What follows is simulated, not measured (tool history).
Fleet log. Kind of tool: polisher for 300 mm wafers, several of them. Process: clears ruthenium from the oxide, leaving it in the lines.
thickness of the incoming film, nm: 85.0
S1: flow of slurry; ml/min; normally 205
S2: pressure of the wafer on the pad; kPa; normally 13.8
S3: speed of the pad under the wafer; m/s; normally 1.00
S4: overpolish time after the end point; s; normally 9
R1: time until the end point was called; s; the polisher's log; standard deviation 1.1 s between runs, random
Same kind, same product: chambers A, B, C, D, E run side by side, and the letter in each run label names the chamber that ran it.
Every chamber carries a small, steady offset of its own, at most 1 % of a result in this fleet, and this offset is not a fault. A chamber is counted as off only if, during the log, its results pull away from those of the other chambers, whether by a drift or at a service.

run   hour   S1    S2    S3  S4       R1
 1B    4.0  205  13.8  1.00   9   71.474
       5.8  -- chamber B: slurry nozzle cleaned
 2D    8.8  205  13.8  1.00   9   74.108
 3C   14.6  205  13.8  1.00   9   70.922
      19.5  -- chamber C: worn pad replaced by a new one
 4A   22.8  205  13.8  1.00   9   69.595
 5E   30.1  150  13.8  1.00   6   73.762
      35.0  -- chamber C: slurry nozzle cleaned
 6E   38.7  150  13.8  1.00   6   74.208
      41.2  -- chamber B: worn pad replaced by a new one
 7B   47.3  150  13.8  1.00   6   74.646
 8D   52.3  150  13.8  1.00   6   74.199
 9C   58.2  150  13.8  1.00   6   74.267
      58.5  -- chamber D: worn pad replaced by a new one
10A   66.0  205  13.8  1.00   9   71.848
11D   71.9  205  13.8  1.00   9   70.526
12C   75.8  205  13.8  1.00   9   70.531
13E   80.3  205  13.8  1.00   9   73.038
14A   84.8  205  13.8  1.00   9   72.020
      86.3  -- chamber E: head pressure recalibrated
15B   93.0  205  13.8  1.00   9   73.386
      94.6  -- chamber E: slurry nozzle cleaned
16D  101.9  205  13.8  1.00   9   73.822
     102.4  -- chamber A: worn pad replaced by a new one
     108.4  -- chamber D: slurry nozzle cleaned
17E  108.8  205  13.8  1.00   9   70.262
18B  112.7  145   9.7  1.00   9  109.160
19C  120.2  145   9.7  1.00   9  107.600
     124.7  -- chamber C: worn pad replaced by a new one
20A  125.4  145   9.7  1.00   9  110.650
21A  132.7  145   9.7  1.00   9  109.620
22E  138.5  145   9.7  1.00   9  107.730
23C  146.6  205  13.8  1.00   9   71.961
     153.7  -- chamber A: slurry nozzle cleaned
24B  154.0  205  13.8  1.00   9   72.830
     158.5  -- chamber B: worn pad replaced by a new one
25D  159.4  205  13.8  1.00   9   72.580
26C  166.9  205  13.8  1.00   9   73.200
27A  172.9  205  13.8  1.24   9   58.099
     180.6  -- chamber E: worn pad replaced by a new one
28D  180.7  205  13.8  1.24   9   58.113
29E  188.8  205  13.8  1.24   9   59.229
30B  194.9  205  13.8  1.24   9   58.003

Does one chamber stand apart from the rest, does the shared gauge drift, or is all well apart from small per-chamber offsets? Give the chamber and the most likely cause, where there is one.

No chamber stands off beyond its own small offset, and the gauge holds steady.
